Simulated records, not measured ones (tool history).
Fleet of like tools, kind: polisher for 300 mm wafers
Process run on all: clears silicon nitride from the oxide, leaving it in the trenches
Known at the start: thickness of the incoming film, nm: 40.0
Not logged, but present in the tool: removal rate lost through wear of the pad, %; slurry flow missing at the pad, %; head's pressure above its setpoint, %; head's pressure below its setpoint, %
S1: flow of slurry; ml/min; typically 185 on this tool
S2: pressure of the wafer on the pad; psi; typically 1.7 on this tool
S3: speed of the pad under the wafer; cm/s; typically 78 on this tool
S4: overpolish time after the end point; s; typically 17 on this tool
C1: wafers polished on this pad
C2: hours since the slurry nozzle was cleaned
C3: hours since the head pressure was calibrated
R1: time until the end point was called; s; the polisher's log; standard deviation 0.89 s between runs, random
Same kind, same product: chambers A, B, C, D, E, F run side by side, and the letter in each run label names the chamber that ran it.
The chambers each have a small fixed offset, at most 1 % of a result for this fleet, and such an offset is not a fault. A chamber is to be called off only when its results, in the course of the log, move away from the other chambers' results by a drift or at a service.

run	hour	S1	S2	S3	S4	C1	C2	C3	R1
# hour 3.4: chamber C: worn pad replaced by a new one
1A	5.4	185	1.7	78	17	1161	110.7	89.6	107.94
# hour 7.1: chamber A: worn pad replaced by a new one
# hour 8.2: chamber E: worn pad replaced by a new one
2D	10.2	185	1.7	78	17	263	20.5	1415.9	111.21
# hour 14.7: chamber F: worn pad replaced by a new one
3E	15.8	185	1.7	78	17	86	54.1	663.2	110.90
4C	21.5	185	1.7	78	17	205	540.9	1000.0	109.88
5B	30.2	185	1.7	78	17	533	446.2	383.4	110.73
6F	34.7	185	1.7	78	17	226	277.4	124.0	110.05
7B	40.2	185	1.7	78	17	646	456.2	393.4	111.86
8F	46.5	185	1.7	78	17	359	289.2	135.8	110.84
# hour 50.5: chamber B: worn pad replaced by a new one
9A	50.6	185	1.7	78	17	491	155.9	134.8	110.01
10C	56.8	185	1.7	78	17	603	576.2	1035.3	110.32
11E	65.7	185	1.7	78	17	649	104.0	713.1	109.81
12D	70.2	185	1.7	78	17	940	80.5	1475.9	110.02
# hour 72.5: chamber C: slurry nozzle cleaned
# hour 74.6: chamber C: worn pad replaced by a new one
# hour 75.0: chamber D: worn pad replaced by a new one
13B	75.0	185	1.7	78	17	277	491.0	428.2	111.00
# hour 79.0: chamber D: head pressure recalibrated
14E	80.9	185	1.7	78	17	820	119.2	728.3	110.08
# hour 85.1: chamber C: head pressure recalibrated
15F	87.0	185	1.7	78	17	816	329.7	176.3	109.42
16A	94.7	185	1.7	78	17	988	200.0	178.9	109.99
# hour 102.2: chamber A: worn pad replaced by a new one
17C	102.2	185	1.7	78	12	311	29.8	17.2	102.80
18D	110.7	185	1.7	78	12	403	121.0	31.8	111.29
# hour 114.2: chamber F: worn pad replaced by a new one
19A	116.6	185	1.7	78	12	162	221.9	200.8	111.04
# hour 118.5: chamber B: worn pad replaced by a new one
20C	124.9	185	1.7	78	12	568	52.5	39.9	103.23
21E	132.1	185	1.7	78	12	1398	170.4	779.5	110.11
# hour 132.7: chamber E: worn pad replaced by a new one
22D	137.3	185	1.7	78	12	703	147.6	58.4	110.46
23B	145.8	185	1.7	78	17	309	561.8	499.0	108.78
24F	153.6	185	1.7	78	17	445	396.3	242.9	111.06
# hour 157.1: chamber C: worn pad replaced by a new one
25A	158.9	185	1.7	78	17	639	264.2	243.1	110.37
26D	166.1	185	1.7	78	17	1028	176.4	87.2	109.13
# hour 171.4: chamber D: worn pad replaced by a new one
27B	171.8	185	1.4	78	23	602	587.8	525.0	134.85
28F	179.0	185	1.4	78	23	731	421.7	268.3	133.83
# hour 187.3: chamber A: worn pad replaced by a new one
29C	187.8	185	1.4	78	23	346	115.4	102.8	125.60
# hour 195.6: chamber B: worn pad replaced by a new one
30E	196.3	185	1.4	78	23	717	234.6	843.7	135.15
31B	205.0	185	1.4	78	23	106	621.0	558.2	134.01
32F	213.8	185	1.4	78	23	1124	456.5	303.1	135.42
33E	221.9	185	1.7	78	17	1006	260.2	869.3	110.68
34D	226.2	185	1.7	78	17	618	236.5	147.3	109.77
# hour 228.7: chamber C: worn pad replaced by a new one
# hour 229.1: chamber D: slurry nozzle cleaned
35A	232.3	185	1.7	78	17	508	337.6	316.5	110.60
36C	236.8	185	1.7	78	17	91	164.4	151.8	103.14
37D	245.7	185	1.7	78	17	838	16.7	166.8	111.34

Each of the 6 chambers runs these same settings next. Fill in every chamber's results:
38A	252.4	185	1.7	78	17				?
38B	252.4	185	1.7	78	17				?
38C	252.4	185	1.7	78	17				?
38D	252.4	185	1.7	78	17				?
38E	252.4	185	1.7	78	17				?
38F	252.4	185	1.7	78	17				?

run	R1
38A	111.20
38B	110.81
38C	103.38
38D	108.99
38E	110.89
38F	110.59

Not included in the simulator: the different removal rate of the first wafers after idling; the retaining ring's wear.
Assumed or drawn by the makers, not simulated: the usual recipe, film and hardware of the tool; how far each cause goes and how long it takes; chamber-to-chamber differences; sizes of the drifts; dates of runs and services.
